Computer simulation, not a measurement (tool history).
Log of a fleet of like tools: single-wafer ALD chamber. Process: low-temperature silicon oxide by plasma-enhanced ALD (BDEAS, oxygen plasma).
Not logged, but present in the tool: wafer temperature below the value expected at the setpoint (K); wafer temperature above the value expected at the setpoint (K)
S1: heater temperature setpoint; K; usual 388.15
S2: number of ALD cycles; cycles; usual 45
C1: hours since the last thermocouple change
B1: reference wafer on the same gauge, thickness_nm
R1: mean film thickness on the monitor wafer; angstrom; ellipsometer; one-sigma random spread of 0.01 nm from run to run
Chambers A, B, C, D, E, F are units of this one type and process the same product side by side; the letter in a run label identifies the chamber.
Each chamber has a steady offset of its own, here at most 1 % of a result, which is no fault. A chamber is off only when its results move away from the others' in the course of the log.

run	hour	S1	S2	C1	B1	R1
1D	9.0	388.15	45	1553.9	5.6812	62.661
2A	16.4	388.15	45	2835.7	5.6802	62.577
3E	21.2	388.15	45	1606.9	5.6812	62.491
4C	27.0	388.15	45	1446.3	5.6834	62.330
# hour 27.8: chamber B: thermocouple changed; heater temperature recalibrated
5B	31.9	388.15	45	4.1	5.6854	63.126
6F	40.8	400.15	45	1556.2	5.6853	61.764
7C	47.1	400.15	45	1466.4	5.6862	60.927
# hour 52.6: chamber A: thermocouple changed; heater temperature recalibrated
8E	52.7	400.15	45	1638.4	5.6848	61.040
9D	61.0	400.15	45	1605.9	5.6862	61.334
10A	67.4	400.15	45	14.9	5.6869	61.120
11F	74.8	400.15	45	1590.2	5.6861	61.772
12B	81.6	388.15	45	53.8	5.6908	63.215
13F	87.5	388.15	45	1602.9	5.6912	63.182
14D	92.1	388.15	52	1637.0	5.6903	72.450
15B	97.9	388.15	52	70.1	5.6913	72.819
16E	103.3	388.15	52	1689.0	5.6922	72.390
17C	109.8	388.15	52	1529.1	5.6934	72.180
18A	117.5	388.15	52	65.0	5.6945	72.463
19A	123.1	388.15	52	70.6	5.6952	72.166
20F	131.0	402.15	37	1646.4	5.6970	50.580
21C	137.8	402.15	37	1557.1	5.6958	50.114
22E	143.6	402.15	37	1729.3	5.6961	50.116
23B	151.5	402.15	37	123.7	5.6989	50.776
24D	158.9	402.15	37	1703.8	5.7010	50.409
25A	163.2	402.15	37	110.7	5.7005	50.269
26E	171.7	388.15	50	1757.4	5.7019	69.534
27C	175.9	388.15	50	1595.2	5.7031	69.417
28F	180.9	388.15	50	1696.3	5.7025	70.213
29B	188.3	388.15	50	160.5	5.7046	70.362
30D	193.4	388.15	50	1738.3	5.7046	69.999
31E	197.9	388.15	50	1783.6	5.7038	69.796
32A	206.2	388.15	45	153.7	5.7090	62.791
33F	210.5	388.15	45	1725.9	5.7044	63.286
34D	217.0	388.15	45	1761.9	5.7060	62.974
35B	222.7	388.15	45	194.9	5.7086	63.371
36C	231.0	388.15	45	1650.3	5.7124	62.443
37C	239.7	388.15	45	1659.0	5.7128	62.743
38D	245.4	388.15	45	1790.3	5.7105	62.954
39B	254.3	388.15	45	226.5	5.7100	63.402
40E	261.3	388.15	45	1847.0	5.7138	62.726
41A	267.3	388.15	45	214.8	5.7143	63.022
42F	272.9	388.15	45	1788.3	5.7130	63.376
43E	281.3	388.15	45	1867.0	5.7158	63.036
44B	290.0	402.15	45	262.2	5.7149	61.641

The same settings go to every chamber for the next run, one line per chamber below. Forecast the results for each:
45A	296.5	388.15	45			?
45B	296.5	388.15	45			?
45C	296.5	388.15	45			?
45D	296.5	388.15	45			?
45E	296.5	388.15	45			?
45F	296.5	388.15	45			?

run	R1
45A	63.029
45B	63.429
45C	62.960
45D	63.191
45E	62.910
45F	63.272
